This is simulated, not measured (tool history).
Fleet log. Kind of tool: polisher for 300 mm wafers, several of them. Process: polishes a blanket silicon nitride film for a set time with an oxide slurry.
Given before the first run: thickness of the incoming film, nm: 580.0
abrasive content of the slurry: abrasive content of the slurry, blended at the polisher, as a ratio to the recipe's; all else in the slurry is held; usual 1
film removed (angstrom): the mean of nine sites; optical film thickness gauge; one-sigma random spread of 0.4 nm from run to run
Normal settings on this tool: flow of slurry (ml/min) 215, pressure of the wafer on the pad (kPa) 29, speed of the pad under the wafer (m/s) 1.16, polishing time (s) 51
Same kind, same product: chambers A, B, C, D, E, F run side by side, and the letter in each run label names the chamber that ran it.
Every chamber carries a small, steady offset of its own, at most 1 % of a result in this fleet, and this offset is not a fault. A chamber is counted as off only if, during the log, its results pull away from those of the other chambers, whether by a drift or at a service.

run	hour	flow of slurry (ml/min)	pressure of the wafer on the pad (kPa)	speed of the pad under the wafer (m/s)	abrasive content of the slurry	polishing time (s)	wafers polished on this pad	hours since the slurry nozzle was cleaned	hours since the head pressure was calibrated	hours since the slurry blender was calibrated	hours since the conditioning disc was replaced	film removed (angstrom)
# hour 5.4: chamber B: worn pad replaced by a new one
# hour 6.1: chamber D: slurry blender recalibrated
# hour 6.7: chamber D: worn pad replaced by a new one
1F	10.9	215	29	1.16	1	51	1134	181.5	190.4	82.3	236.6	418.75
# hour 14.7: chamber C: worn pad replaced by a new one
# hour 19.1: chamber A: slurry blender recalibrated
# hour 20.1: chamber F: worn pad replaced by a new one
2A	21.1	215	29	1.16	1	51	510	225.4	387.6	2	134.7	421.89
# hour 21.8: chamber A: head pressure recalibrated
3D	30.2	215	29	1.16	1	51	217	204	928.6	24.2	45	413.12
# hour 39.7: chamber B: slurry nozzle cleaned
4B	41.9	215	29	1.16	1	51	338	2.3	152.5	259.8	145.5	426.96
5C	47.9	215	29	1.16	1	51	307	152.6	310.6	405.4	182.7	422.58
# hour 53.1: chamber A: conditioning disc replaced and pad reconditioned
6E	56.1	215	29	0.84	1	51	909	133.2	314.9	343	151.5	326.69
# hour 58: chamber E: worn pad replaced by a new one
7B	66.6	215	29	0.84	1	51	566	27	177.2	284.5	170.2	327.52
8A	71.9	215	29	0.84	1	51	980	276.2	50.1	52.8	18.8	332.21
# hour 79.3: chamber B: worn pad replaced by a new one
9E	83.9	215	29	0.84	1	51	239	161	342.7	370.8	179.3	330.84
# hour 86.5: chamber C: slurry blender recalibrated
# hour 94: chamber C: worn pad replaced by a new one
10C	95.4	215	29	0.84	1	51	13	200.1	358.1	9	230.2	331.56
# hour 95.9: chamber E: slurry blender recalibrated
# hour 103.8: chamber A: worn pad replaced by a new one
11F	103.8	215	29	0.84	1	51	775	274.4	283.3	175.2	329.5	327.2
12D	114.1	215	29	1.16	1	51	993	287.9	1012.5	108.1	128.9	417.96
# hour 115.7: chamber D: head pressure recalibrated
# hour 117.9: chamber D: worn pad replaced by a new one
13D	125.4	215	29	1.16	1	51	70	299.2	9.8	119.4	140.2	418.49
# hour 125.5: chamber C: slurry nozzle cleaned
14C	131.4	260	29	1.16	1.2	51	346	5.9	394.1	45	266.2	470.31
15B	141.4	260	29	1.16	1.2	51	574	101.8	252	359.3	245	465.1
16F	148.4	260	29	1.16	1.2	51	1187	319	327.9	219.8	374.1	465.94
# hour 151.5: chamber F: slurry nozzle cleaned
# hour 152.7: chamber B: worn pad replaced by a new one
17A	156.6	260	29	1.16	1.2	51	488	360.9	134.8	137.5	103.5	467.79
# hour 158.7: chamber E: slurry nozzle cleaned
# hour 162.5: chamber C: worn pad replaced by a new one
18E	163.3	260	29	1.16	1.2	51	974	4.6	422.1	67.4	258.7	464.59
# hour 167.9: chamber E: worn pad replaced by a new one
19B	173.9	260	29	1.16	1.2	51	196	134.3	284.5	391.8	277.5	468.85
# hour 175.8: chamber F: worn pad replaced by a new one
# hour 178.9: chamber F: slurry blender recalibrated
20D	180.8	215	29	1.16	1	51	582	354.6	65.2	174.8	195.6	415.54
# hour 187.3: chamber F: conditioning disc replaced and pad reconditioned
21A	191.8	215	29	1.16	1	51	814	396.1	170	172.7	138.7	423.54
# hour 193.7: chamber A: slurry nozzle cleaned
22C	199.5	215	29	1.16	1	51	343	74	462.2	113.1	334.3	419.75
# hour 201.7: chamber A: conditioning disc replaced and pad reconditioned
23E	205.6	215	29	1.16	1	51	349	46.9	464.4	109.7	301	430.02
24F	214.1	215	29	1.16	1	51	355	62.7	393.6	35.2	26.8	420.64
# hour 220.5: chamber E: head pressure recalibrated
25A	220.8	250	33.8	1.16	1	51	1082	27.2	199	201.7	19.2	496.47
# hour 221.3: chamber A: worn pad replaced by a new one
26D	229.8	250	33.8	1.16	1	51	1035	403.6	114.2	223.8	244.6	502.05
# hour 231.7: chamber B: conditioning disc replaced and pad reconditioned
27F	237.7	250	33.8	1.16	1	51	573	86.3	417.2	58.8	50.4	498.75
# hour 237.9: chamber B: worn pad replaced by a new one
# hour 242.3: chamber C: worn pad replaced by a new one
# hour 243: chamber D: worn pad replaced by a new one
28E	243.2	250	33.8	1.16	1	51	697	84.5	22.8	147.3	338.6	504.27
# hour 246.2: chamber A: slurry blender recalibrated
# hour 250.8: chamber B: slurry nozzle cleaned
29C	253.1	250	33.8	1.16	1	51	100	127.6	515.8	166.7	387.9	508.1
30B	262.5	250	33.8	1.16	1	51	227	11.8	373.1	480.4	30.9	510.04
31C	271.4	215	29	1.16	1	51	269	145.9	534.1	185	406.2	424.64
32F	278.5	215	29	1.16	1	51	950	127.1	458	99.6	91.2	423.17
# hour 278.6: chamber E: worn pad replaced by a new one
33E	289.7	215	29	1.16	1	51	103	131	69.3	193.8	385.1	421.51
34B	295.6	215	29	1.16	1	51	533	44.9	406.2	513.5	64	423.28
# hour 301.3: chamber B: slurry blender recalibrated
35A	305.7	215	29	1.16	1	51	781	112.1	283.9	59.6	104.1	421.84
36D	312.1	215	29	1.16	1	51	639	485.9	196.5	306.1	326.9	424.51
37B	317.5	265	29	1.16	1	34	736	66.8	428.1	16.2	85.9	290.29
# hour 318.5: chamber C: worn pad replaced by a new one
38D	323.9	265	29	1.16	1	34	748	497.7	208.3	317.9	338.7	288.36
# hour 327.2: chamber B: worn pad replaced by a new one
39E	332	265	29	1.16	1	34	494	173.3	111.6	236.1	427.4	289
# hour 340: chamber F: worn pad replaced by a new one
40F	341.8	265	29	1.16	1	34	16	190.4	521.3	162.9	154.5	291.08
# hour 347.9: chamber A: worn pad replaced by a new one
41A	348.2	265	29	1.16	1	34	3	154.6	326.4	102.1	146.6	287.51
# hour 352.3: chamber C: slurry nozzle cleaned
42C	353.5	265	29	1.16	1	34	324	1.3	616.2	267.1	488.3	283.62
43A	359.9	215	29	1.16	1	51	111	166.3	338.1	113.8	158.3	423.73
44B	370.9	215	29	1.16	1	51	404	120.2	481.5	69.6	139.3	424.23

What goes on in this fleet: one chamber off, a drifting gauge, or nothing beyond the chambers' own small offsets? Name the chamber and the cause, if any.

The fleet is healthy, with each chamber sitting at its usual small offset and no drift in the gauge.
